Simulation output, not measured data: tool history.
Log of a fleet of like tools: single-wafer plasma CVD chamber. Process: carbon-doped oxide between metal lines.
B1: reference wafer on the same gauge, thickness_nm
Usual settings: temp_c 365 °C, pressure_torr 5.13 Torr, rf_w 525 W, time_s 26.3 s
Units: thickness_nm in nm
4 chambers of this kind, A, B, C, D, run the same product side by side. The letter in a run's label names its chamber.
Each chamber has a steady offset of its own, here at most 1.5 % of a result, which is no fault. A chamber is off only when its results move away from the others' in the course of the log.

{"run": "1D", "hour": 2.1, "temp_c": 365, "pressure_torr": 5.13, "rf_w": 525, "time_s": 26.3, "B1": 129.0, "thickness_nm": 133.72}
{"run": "2B", "hour": 6.1, "temp_c": 365, "pressure_torr": 5.13, "rf_w": 525, "time_s": 26.3, "B1": 128.96, "thickness_nm": 133.02}
{"run": "3A", "hour": 8.4, "temp_c": 365, "pressure_torr": 5.13, "rf_w": 525, "time_s": 26.3, "B1": 128.99, "thickness_nm": 135.11}
{"run": "4C", "hour": 12.0, "temp_c": 365, "pressure_torr": 5.13, "rf_w": 525, "time_s": 26.3, "B1": 128.9, "thickness_nm": 132.53}
{"run": "5D", "hour": 13.9, "temp_c": 365, "pressure_torr": 5.13, "rf_w": 525, "time_s": 26.3, "B1": 128.91, "thickness_nm": 133.98}
{"run": "6B", "hour": 16.3, "temp_c": 365, "pressure_torr": 5.13, "rf_w": 525, "time_s": 26.3, "B1": 128.97, "thickness_nm": 132.86}
{"run": "7A", "hour": 20.1, "temp_c": 365, "pressure_torr": 5.13, "rf_w": 525, "time_s": 26.3, "B1": 128.88, "thickness_nm": 134.72}
{"run": "8C", "hour": 23.8, "temp_c": 365, "pressure_torr": 5.13, "rf_w": 525, "time_s": 26.3, "B1": 128.9, "thickness_nm": 132.41}
{"run": "9D", "hour": 27.7, "temp_c": 365, "pressure_torr": 5.13, "rf_w": 525, "time_s": 26.3, "B1": 128.84, "thickness_nm": 133.92}
{"run": "10A", "hour": 29.8, "temp_c": 365, "pressure_torr": 5.13, "rf_w": 525, "time_s": 26.3, "B1": 128.83, "thickness_nm": 134.68}
{"run": "11C", "hour": 32.0, "temp_c": 365, "pressure_torr": 5.13, "rf_w": 525, "time_s": 26.3, "B1": 128.76, "thickness_nm": 132.15}
{"run": "12B", "hour": 35.7, "temp_c": 365, "pressure_torr": 5.13, "rf_w": 525, "time_s": 26.3, "B1": 128.84, "thickness_nm": 132.61}
{"run": "13D", "hour": 39.5, "temp_c": 365, "pressure_torr": 5.13, "rf_w": 525, "time_s": 26.3, "B1": 128.76, "thickness_nm": 133.7}
{"run": "14B", "hour": 41.9, "temp_c": 365, "pressure_torr": 5.13, "rf_w": 525, "time_s": 26.3, "B1": 128.79, "thickness_nm": 132.73}
{"run": "15A", "hour": 44.3, "temp_c": 365, "pressure_torr": 5.13, "rf_w": 525, "time_s": 26.3, "B1": 128.81, "thickness_nm": 134.85}
{"run": "16C", "hour": 47.2, "temp_c": 365, "pressure_torr": 5.13, "rf_w": 525, "time_s": 26.3, "B1": 128.76, "thickness_nm": 132.6}
{"run": "17C", "hour": 50.1, "temp_c": 365, "pressure_torr": 5.13, "rf_w": 525, "time_s": 26.3, "B1": 128.75, "thickness_nm": 132.26}
{"run": "18D", "hour": 54.3, "temp_c": 365, "pressure_torr": 5.13, "rf_w": 525, "time_s": 22.2, "B1": 128.69, "thickness_nm": 112.93}
{"run": "19A", "hour": 56.8, "temp_c": 365, "pressure_torr": 5.13, "rf_w": 525, "time_s": 22.2, "B1": 128.68, "thickness_nm": 113.83}
{"run": "20B", "hour": 59.0, "temp_c": 365, "pressure_torr": 5.13, "rf_w": 525, "time_s": 22.2, "B1": 128.68, "thickness_nm": 112.08}
{"run": "21A", "hour": 61.0, "temp_c": 365, "pressure_torr": 5.13, "rf_w": 525, "time_s": 22.2, "B1": 128.65, "thickness_nm": 114.17}
{"run": "22D", "hour": 65.0, "temp_c": 365, "pressure_torr": 5.13, "rf_w": 525, "time_s": 26.3, "B1": 128.66, "thickness_nm": 133.49}
{"hour": 68.6, "done": "chamber D: RF generator calibrated"}
{"run": "23C", "hour": 68.6, "temp_c": 365, "pressure_torr": 5.13, "rf_w": 525, "time_s": 26.3, "B1": 128.57, "thickness_nm": 132.12}
{"run": "24B", "hour": 72.0, "temp_c": 365, "pressure_torr": 5.13, "rf_w": 525, "time_s": 26.3, "B1": 128.56, "thickness_nm": 132.51}
{"run": "25D", "hour": 76.0, "temp_c": 365, "pressure_torr": 5.13, "rf_w": 525, "time_s": 26.3, "B1": 128.63, "thickness_nm": 133.11}
{"run": "26B", "hour": 78.4, "temp_c": 365, "pressure_torr": 5.13, "rf_w": 525, "time_s": 26.3, "B1": 128.55, "thickness_nm": 132.61}
{"run": "27C", "hour": 81.7, "temp_c": 365, "pressure_torr": 5.13, "rf_w": 525, "time_s": 26.3, "B1": 128.53, "thickness_nm": 131.66}
{"run": "28A", "hour": 85.3, "temp_c": 365, "pressure_torr": 5.13, "rf_w": 525, "time_s": 26.3, "B1": 128.47, "thickness_nm": 134.15}
{"run": "29D", "hour": 88.0, "temp_c": 365, "pressure_torr": 5.13, "rf_w": 525, "time_s": 26.3, "B1": 128.48, "thickness_nm": 133.42}
{"run": "30B", "hour": 91.9, "temp_c": 365, "pressure_torr": 5.13, "rf_w": 525, "time_s": 26.3, "B1": 128.52, "thickness_nm": 132.11}
{"run": "31C", "hour": 94.2, "temp_c": 370, "pressure_torr": 5.13, "rf_w": 590, "time_s": 26.3, "B1": 128.46, "thickness_nm": 139.97}
{"run": "32A", "hour": 96.3, "temp_c": 370, "pressure_torr": 5.13, "rf_w": 590, "time_s": 26.3, "B1": 128.48, "thickness_nm": 142.58}
{"run": "33B", "hour": 99.7, "temp_c": 370, "pressure_torr": 5.13, "rf_w": 590, "time_s": 26.3, "B1": 128.42, "thickness_nm": 140.61}
{"run": "34D", "hour": 102.3, "temp_c": 370, "pressure_torr": 5.13, "rf_w": 590, "time_s": 26.3, "B1": 128.37, "thickness_nm": 141.71}
{"run": "35A", "hour": 104.5, "temp_c": 365, "pressure_torr": 5.13, "rf_w": 525, "time_s": 26.3, "B1": 128.39, "thickness_nm": 134.45}
{"run": "36C", "hour": 108.3, "temp_c": 365, "pressure_torr": 5.13, "rf_w": 525, "time_s": 26.3, "B1": 128.4, "thickness_nm": 132.2}
{"run": "37B", "hour": 111.9, "temp_c": 365, "pressure_torr": 5.13, "rf_w": 525, "time_s": 26.3, "B1": 128.38, "thickness_nm": 132.26}
{"run": "38D", "hour": 114.1, "temp_c": 365, "pressure_torr": 5.13, "rf_w": 525, "time_s": 26.3, "B1": 128.28, "thickness_nm": 133.16}
{"run": "39C", "hour": 116.1, "temp_c": 365, "pressure_torr": 5.13, "rf_w": 525, "time_s": 26.3, "B1": 128.35, "thickness_nm": 131.91}
{"run": "40A", "hour": 119.8, "temp_c": 365, "pressure_torr": 5.13, "rf_w": 525, "time_s": 26.3, "B1": 128.36, "thickness_nm": 134.08}
{"run": "41C", "hour": 122.6, "temp_c": 365, "pressure_torr": 5.13, "rf_w": 525, "time_s": 26.3, "B1": 128.29, "thickness_nm": 131.36}
{"run": "42D", "hour": 125.9, "temp_c": 365, "pressure_torr": 5.13, "rf_w": 525, "time_s": 26.3, "B1": 128.28, "thickness_nm": 133.47}
{"run": "43A", "hour": 128.4, "temp_c": 365, "pressure_torr": 5.13, "rf_w": 525, "time_s": 26.3, "B1": 128.29, "thickness_nm": 134.36}
{"run": "44B", "hour": 131.2, "temp_c": 365, "pressure_torr": 5.13, "rf_w": 525, "time_s": 26.3, "B1": 128.22, "thickness_nm": 132.11}

All 4 chambers run these settings next. Forecast each chamber's results:
{"run": "45A", "hour": 134.2, "temp_c": 365, "pressure_torr": 5.59, "rf_w": 525, "time_s": 26.3, "thickness_nm": "?"}
{"run": "45B", "hour": 134.2, "temp_c": 365, "pressure_torr": 5.59, "rf_w": 525, "time_s": 26.3, "thickness_nm": "?"}
{"run": "45C", "hour": 134.2, "temp_c": 365, "pressure_torr": 5.59, "rf_w": 525, "time_s": 26.3, "thickness_nm": "?"}
{"run": "45D", "hour": 134.2, "temp_c": 365, "pressure_torr": 5.59, "rf_w": 525, "time_s": 26.3, "thickness_nm": "?"}

run=45A thickness_nm=135.75
run=45B thickness_nm=133.73
run=45C thickness_nm=133.26
run=45D thickness_nm=134.74
